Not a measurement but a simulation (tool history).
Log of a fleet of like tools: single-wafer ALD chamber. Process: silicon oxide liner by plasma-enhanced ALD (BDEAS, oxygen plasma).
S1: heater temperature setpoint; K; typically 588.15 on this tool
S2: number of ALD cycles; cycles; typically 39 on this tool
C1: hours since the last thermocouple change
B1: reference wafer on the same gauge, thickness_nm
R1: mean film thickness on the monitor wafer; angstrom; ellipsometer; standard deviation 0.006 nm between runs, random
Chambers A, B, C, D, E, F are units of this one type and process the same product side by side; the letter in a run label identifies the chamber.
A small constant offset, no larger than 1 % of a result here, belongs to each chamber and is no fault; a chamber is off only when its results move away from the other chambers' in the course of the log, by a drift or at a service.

run   hour      S1  S2      C1      B1      R1
 1E    6.2  588.15  39   366.4  3.1908  35.485
 2C   10.3  588.15  39   505.9  3.1901  35.472
 3D   14.1  588.15  39  2244.8  3.1918  35.728
 4B   18.8  588.15  39  1654.1  3.1923  35.642
 5A   24.3  588.15  39  1207.7  3.1932  35.496
 6F   29.8  588.15  39  1278.5  3.1944  35.382
 7A   33.3  588.15  39  1216.7  3.1929  35.544
 8F   39.5  594.15  33  1288.2  3.1946  29.718
 9C   44.1  594.15  33   539.7  3.1955  29.875
10E   50.1  594.15  33   410.3  3.1971  29.864
11B   53.4  594.15  33  1688.7  3.1956  29.775
12D   57.4  594.15  33  2288.1  3.1962  29.912
13B   63.7  594.15  33    1699  3.1982  29.835
14F     68  588.15  39  1316.7  3.1973  35.467
15E   71.3  588.15  32   431.5  3.1979  29.279
16D   75.5  588.15  32  2306.2  3.1986  29.317
17A   78.8  588.15  32  1262.2  3.1976  29.158
18C   82.9  588.15  32   578.5  3.1995  29.234
19D   87.9  588.15  32  2318.6  3.1989   29.32
20F   93.9  588.15  32  1342.6  3.2008  29.013
21E  100.5  588.15  39   460.7  3.2008  35.721
22A  105.8  588.15  39  1289.2  3.2014   35.67
23B  110.6  588.15  39  1745.9  3.2022   35.55
24C  117.8  588.15  39   613.4  3.2015  35.641
25C    125  588.15  39   620.6  3.2045  35.641
26D  130.8  588.15  39  2361.5  3.2045  35.694
27F  135.9  588.15  39  1384.6  3.2062  35.549
28B  139.1  588.15  39  1774.4  3.2055   35.66
29E  142.7  588.15  39   502.9  3.2045  35.812
30A  147.1  588.15  39  1330.5  3.2052  35.605
31C    153  588.15  39   648.6   3.207  35.627
32E  159.7  588.15  46   519.9  3.2074  42.186
33B  166.6  588.15  46  1801.9  3.2084  42.077
34F  170.7  588.15  46  1419.4  3.2084  41.876
35D  176.8  588.15  46  2407.5  3.2099  42.336
36A  181.9  588.15  46  1365.3  3.2094  42.059
37C    187  588.15  46   682.6  3.2108  42.135
38F  191.8  588.15  39  1440.5  3.2107  35.621
39B  198.4  588.15  39  1833.7  3.2114   35.73

One chamber off, gauge drift, or nothing amiss beyond the chambers' own small offsets? If it is a chamber, which one, and what is the likeliest cause?

None of the chambers is off. What moves is the gauge, dragging all their readings along together.
What lies behind it: gauge reads high (%) = 0.698.
